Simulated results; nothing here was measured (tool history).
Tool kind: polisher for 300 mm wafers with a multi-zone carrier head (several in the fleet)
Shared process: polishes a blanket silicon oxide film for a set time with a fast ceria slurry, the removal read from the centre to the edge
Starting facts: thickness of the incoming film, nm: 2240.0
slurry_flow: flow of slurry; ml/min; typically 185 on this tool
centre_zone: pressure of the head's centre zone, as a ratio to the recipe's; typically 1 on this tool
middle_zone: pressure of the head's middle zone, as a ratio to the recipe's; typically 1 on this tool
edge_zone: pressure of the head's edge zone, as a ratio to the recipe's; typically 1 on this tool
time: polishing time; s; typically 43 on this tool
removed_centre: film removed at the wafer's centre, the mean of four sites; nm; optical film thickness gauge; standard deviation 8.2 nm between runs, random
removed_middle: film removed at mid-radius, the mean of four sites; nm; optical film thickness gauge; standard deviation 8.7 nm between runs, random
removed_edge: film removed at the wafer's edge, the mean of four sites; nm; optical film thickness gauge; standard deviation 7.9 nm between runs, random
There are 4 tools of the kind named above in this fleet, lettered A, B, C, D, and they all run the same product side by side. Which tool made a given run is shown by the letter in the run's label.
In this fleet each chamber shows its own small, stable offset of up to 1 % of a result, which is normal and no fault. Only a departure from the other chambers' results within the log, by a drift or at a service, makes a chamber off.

{"hour": 3.3, "done": "chamber B: worn pad replaced by a new one"}
{"hour": 4.4, "done": "chamber C: worn pad replaced by a new one"}
{"run": "1A", "hour": 5.0, "slurry_flow": 185, "centre_zone": 1, "middle_zone": 1, "edge_zone": 1, "time": 43, "removed_centre": 861.25, "removed_middle": 862.58, "removed_edge": 849.72}
{"run": "2B", "hour": 12.1, "slurry_flow": 185, "centre_zone": 1, "middle_zone": 1, "edge_zone": 1, "time": 43, "removed_centre": 842.26, "removed_middle": 852.69, "removed_edge": 837.64}
{"run": "3D", "hour": 18.1, "slurry_flow": 185, "centre_zone": 1, "middle_zone": 1, "edge_zone": 1, "time": 43, "removed_centre": 849.87, "removed_middle": 854.26, "removed_edge": 854.16}
{"run": "4C", "hour": 25.0, "slurry_flow": 185, "centre_zone": 1, "middle_zone": 1, "edge_zone": 1, "time": 43, "removed_centre": 865.34, "removed_middle": 842.74, "removed_edge": 847.26}
{"run": "5D", "hour": 28.4, "slurry_flow": 185, "centre_zone": 1, "middle_zone": 1, "edge_zone": 1, "time": 43, "removed_centre": 852.55, "removed_middle": 864.61, "removed_edge": 846.07}
{"run": "6A", "hour": 33.0, "slurry_flow": 185, "centre_zone": 1, "middle_zone": 1, "edge_zone": 1, "time": 43, "removed_centre": 847.86, "removed_middle": 862.74, "removed_edge": 857.77}
{"run": "7C", "hour": 38.2, "slurry_flow": 185, "centre_zone": 1, "middle_zone": 1, "edge_zone": 1, "time": 43, "removed_centre": 848.11, "removed_middle": 845.61, "removed_edge": 857.7}
{"run": "8B", "hour": 44.2, "slurry_flow": 185, "centre_zone": 1, "middle_zone": 1, "edge_zone": 1, "time": 43, "removed_centre": 842.9, "removed_middle": 825.14, "removed_edge": 850.2}
{"run": "9D", "hour": 49.4, "slurry_flow": 185, "centre_zone": 1, "middle_zone": 1, "edge_zone": 1, "time": 43, "removed_centre": 836.42, "removed_middle": 842.13, "removed_edge": 849.19}
{"run": "10B", "hour": 56.5, "slurry_flow": 185, "centre_zone": 1, "middle_zone": 1, "edge_zone": 1, "time": 43, "removed_centre": 835.57, "removed_middle": 850.21, "removed_edge": 843.36}
{"hour": 58.3, "done": "chamber C: slurry nozzle cleaned"}
{"run": "11C", "hour": 61.3, "slurry_flow": 185, "centre_zone": 1, "middle_zone": 1, "edge_zone": 1, "time": 43, "removed_centre": 854.77, "removed_middle": 859.77, "removed_edge": 851.01}
{"run": "12A", "hour": 69.0, "slurry_flow": 185, "centre_zone": 1, "middle_zone": 1, "edge_zone": 1, "time": 43, "removed_centre": 851.72, "removed_middle": 851.59, "removed_edge": 852.26}
{"hour": 73.2, "done": "chamber A: worn pad replaced by a new one"}
{"run": "13C", "hour": 73.7, "slurry_flow": 185, "centre_zone": 1, "middle_zone": 1, "edge_zone": 1, "time": 43, "removed_centre": 857.19, "removed_middle": 844.78, "removed_edge": 844.37}
{"hour": 75.8, "done": "chamber B: worn pad replaced by a new one"}
{"hour": 76.3, "done": "chamber A: slurry nozzle cleaned"}
{"run": "14D", "hour": 80.0, "slurry_flow": 185, "centre_zone": 1, "middle_zone": 1, "edge_zone": 1, "time": 43, "removed_centre": 832.68, "removed_middle": 842.29, "removed_edge": 832.55}
{"run": "15A", "hour": 84.2, "slurry_flow": 185, "centre_zone": 1, "middle_zone": 1, "edge_zone": 1, "time": 43, "removed_centre": 846.16, "removed_middle": 863.33, "removed_edge": 859.84}
{"hour": 88.7, "done": "chamber C: centre zone pressure recalibrated"}
{"run": "16B", "hour": 89.6, "slurry_flow": 165, "centre_zone": 1, "middle_zone": 1, "edge_zone": 1, "time": 43, "removed_centre": 829.51, "removed_middle": 832.63, "removed_edge": 848.18}
{"run": "17D", "hour": 97.2, "slurry_flow": 165, "centre_zone": 1, "middle_zone": 1, "edge_zone": 1, "time": 43, "removed_centre": 825.39, "removed_middle": 829.67, "removed_edge": 832.06}
{"hour": 97.5, "done": "chamber A: centre zone pressure recalibrated"}
{"hour": 98.9, "done": "chamber D: worn pad replaced by a new one"}
{"hour": 103.3, "done": "chamber C: worn pad replaced by a new one"}
{"run": "18A", "hour": 104.2, "slurry_flow": 165, "centre_zone": 1, "middle_zone": 1, "edge_zone": 1, "time": 43, "removed_centre": 841.36, "removed_middle": 841.37, "removed_edge": 850.79}
{"hour": 106.0, "done": "chamber B: slurry nozzle cleaned"}
{"run": "19B", "hour": 111.0, "slurry_flow": 165, "centre_zone": 1, "middle_zone": 1, "edge_zone": 1, "time": 43, "removed_centre": 834.71, "removed_middle": 841.55, "removed_edge": 827.87}
{"run": "20C", "hour": 115.8, "slurry_flow": 185, "centre_zone": 1, "middle_zone": 1, "edge_zone": 1, "time": 43, "removed_centre": 850.35, "removed_middle": 841.09, "removed_edge": 860.3}
{"run": "21A", "hour": 121.3, "slurry_flow": 185, "centre_zone": 1, "middle_zone": 1, "edge_zone": 1, "time": 43, "removed_centre": 854.11, "removed_middle": 859.73, "removed_edge": 849.24}
{"run": "22B", "hour": 128.6, "slurry_flow": 185, "centre_zone": 1, "middle_zone": 1, "edge_zone": 1, "time": 43, "removed_centre": 832.18, "removed_middle": 843.77, "removed_edge": 848.53}
{"run": "23C", "hour": 132.5, "slurry_flow": 185, "centre_zone": 1, "middle_zone": 1, "edge_zone": 1, "time": 43, "removed_centre": 851.12, "removed_middle": 840.78, "removed_edge": 846.39}
{"run": "24D", "hour": 138.1, "slurry_flow": 185, "centre_zone": 1, "middle_zone": 1, "edge_zone": 1, "time": 43, "removed_centre": 827.83, "removed_middle": 819.5, "removed_edge": 822.04}
{"hour": 141.4, "done": "chamber B: worn pad replaced by a new one"}
{"run": "25C", "hour": 144.7, "slurry_flow": 185, "centre_zone": 1, "middle_zone": 1, "edge_zone": 1, "time": 43, "removed_centre": 859.69, "removed_middle": 858.29, "removed_edge": 859.68}
{"run": "26B", "hour": 150.2, "slurry_flow": 185, "centre_zone": 1, "middle_zone": 1, "edge_zone": 1, "time": 43, "removed_centre": 850.6, "removed_middle": 842.64, "removed_edge": 848.69}
{"run": "27D", "hour": 157.2, "slurry_flow": 185, "centre_zone": 1, "middle_zone": 1, "edge_zone": 1, "time": 43, "removed_centre": 803.33, "removed_middle": 818.12, "removed_edge": 812.86}
{"run": "28A", "hour": 161.8, "slurry_flow": 185, "centre_zone": 1, "middle_zone": 1, "edge_zone": 1, "time": 43, "removed_centre": 839.85, "removed_middle": 860.18, "removed_edge": 847.39}
{"run": "29C", "hour": 167.1, "slurry_flow": 185, "centre_zone": 1, "middle_zone": 1, "edge_zone": 1, "time": 43, "removed_centre": 843.89, "removed_middle": 846.4, "removed_edge": 847.66}
{"hour": 169.2, "done": "chamber A: worn pad replaced by a new one"}
{"run": "30A", "hour": 171.4, "slurry_flow": 185, "centre_zone": 1, "middle_zone": 1, "edge_zone": 1, "time": 43, "removed_centre": 848.22, "removed_middle": 851.41, "removed_edge": 835.86}
{"run": "31D", "hour": 176.0, "slurry_flow": 185, "centre_zone": 1, "middle_zone": 1, "edge_zone": 1, "time": 43, "removed_centre": 799.76, "removed_middle": 812.73, "removed_edge": 818.55}
{"run": "32B", "hour": 180.3, "slurry_flow": 185, "centre_zone": 1, "middle_zone": 1, "edge_zone": 1, "time": 43, "removed_centre": 836.95, "removed_middle": 850.85, "removed_edge": 848.96}
{"run": "33C", "hour": 185.7, "slurry_flow": 185, "centre_zone": 1, "middle_zone": 1, "edge_zone": 1, "time": 43, "removed_centre": 853.53, "removed_middle": 866.94, "removed_edge": 850.27}
{"run": "34B", "hour": 192.5, "slurry_flow": 185, "centre_zone": 1, "middle_zone": 1, "edge_zone": 1, "time": 43, "removed_centre": 858.39, "removed_middle": 836.22, "removed_edge": 841.11}
{"run": "35D", "hour": 195.9, "slurry_flow": 185, "centre_zone": 1, "middle_zone": 1, "edge_zone": 1, "time": 43, "removed_centre": 792.39, "removed_middle": 804.32, "removed_edge": 817.26}
{"run": "36A", "hour": 203.5, "slurry_flow": 185, "centre_zone": 0.93, "middle_zone": 1, "edge_zone": 1, "time": 32, "removed_centre": 587.22, "removed_middle": 646.17, "removed_edge": 635.21}
{"hour": 204.7, "done": "chamber D: worn pad replaced by a new one"}
{"run": "37A", "hour": 209.0, "slurry_flow": 185, "centre_zone": 0.93, "middle_zone": 1, "edge_zone": 1, "time": 32, "removed_centre": 594.12, "removed_middle": 638.26, "removed_edge": 635.25}
{"run": "38D", "hour": 213.3, "slurry_flow": 185, "centre_zone": 0.93, "middle_zone": 1, "edge_zone": 1, "time": 32, "removed_centre": 537.36, "removed_middle": 581.21, "removed_edge": 595.3}
{"run": "39C", "hour": 217.7, "slurry_flow": 185, "centre_zone": 0.93, "middle_zone": 1, "edge_zone": 1, "time": 32, "removed_centre": 590.54, "removed_middle": 634.13, "removed_edge": 639.67}
{"hour": 220.8, "done": "chamber B: worn pad replaced by a new one"}
{"run": "40B", "hour": 221.9, "slurry_flow": 185, "centre_zone": 1, "middle_zone": 1, "edge_zone": 1, "time": 43, "removed_centre": 835.18, "removed_middle": 843.74, "removed_edge": 850.65}
{"run": "41B", "hour": 226.2, "slurry_flow": 185, "centre_zone": 1, "middle_zone": 1.05, "edge_zone": 1, "time": 43, "removed_centre": 832.78, "removed_middle": 880.41, "removed_edge": 847.65}
{"run": "42A", "hour": 232.1, "slurry_flow": 185, "centre_zone": 1, "middle_zone": 1.05, "edge_zone": 1, "time": 43, "removed_centre": 852.18, "removed_middle": 888.15, "removed_edge": 857.97}

The same settings go to every chamber for the next run, one line per chamber below. Forecast the results for each:
{"run": "43A", "hour": 237.7, "slurry_flow": 185, "centre_zone": 1, "middle_zone": 1, "edge_zone": 1, "time": 43, "removed_centre": "?", "removed_middle": "?", "removed_edge": "?"}
{"run": "43B", "hour": 237.7, "slurry_flow": 185, "centre_zone": 1, "middle_zone": 1, "edge_zone": 1, "time": 43, "removed_centre": "?", "removed_middle": "?", "removed_edge": "?"}
{"run": "43C", "hour": 237.7, "slurry_flow": 185, "centre_zone": 1, "middle_zone": 1, "edge_zone": 1, "time": 43, "removed_centre": "?", "removed_middle": "?", "removed_edge": "?"}
{"run": "43D", "hour": 237.7, "slurry_flow": 185, "centre_zone": 1, "middle_zone": 1, "edge_zone": 1, "time": 43, "removed_centre": "?", "removed_middle": "?", "removed_edge": "?"}

run=43A removed_centre=863.55 removed_middle=842.53 removed_edge=853.08
run=43B removed_centre=839.43 removed_middle=844.8 removed_edge=845.33
run=43C removed_centre=838.85 removed_middle=852.01 removed_edge=868.07
run=43D removed_centre=766.59 removed_middle=765.95 removed_edge=791.52

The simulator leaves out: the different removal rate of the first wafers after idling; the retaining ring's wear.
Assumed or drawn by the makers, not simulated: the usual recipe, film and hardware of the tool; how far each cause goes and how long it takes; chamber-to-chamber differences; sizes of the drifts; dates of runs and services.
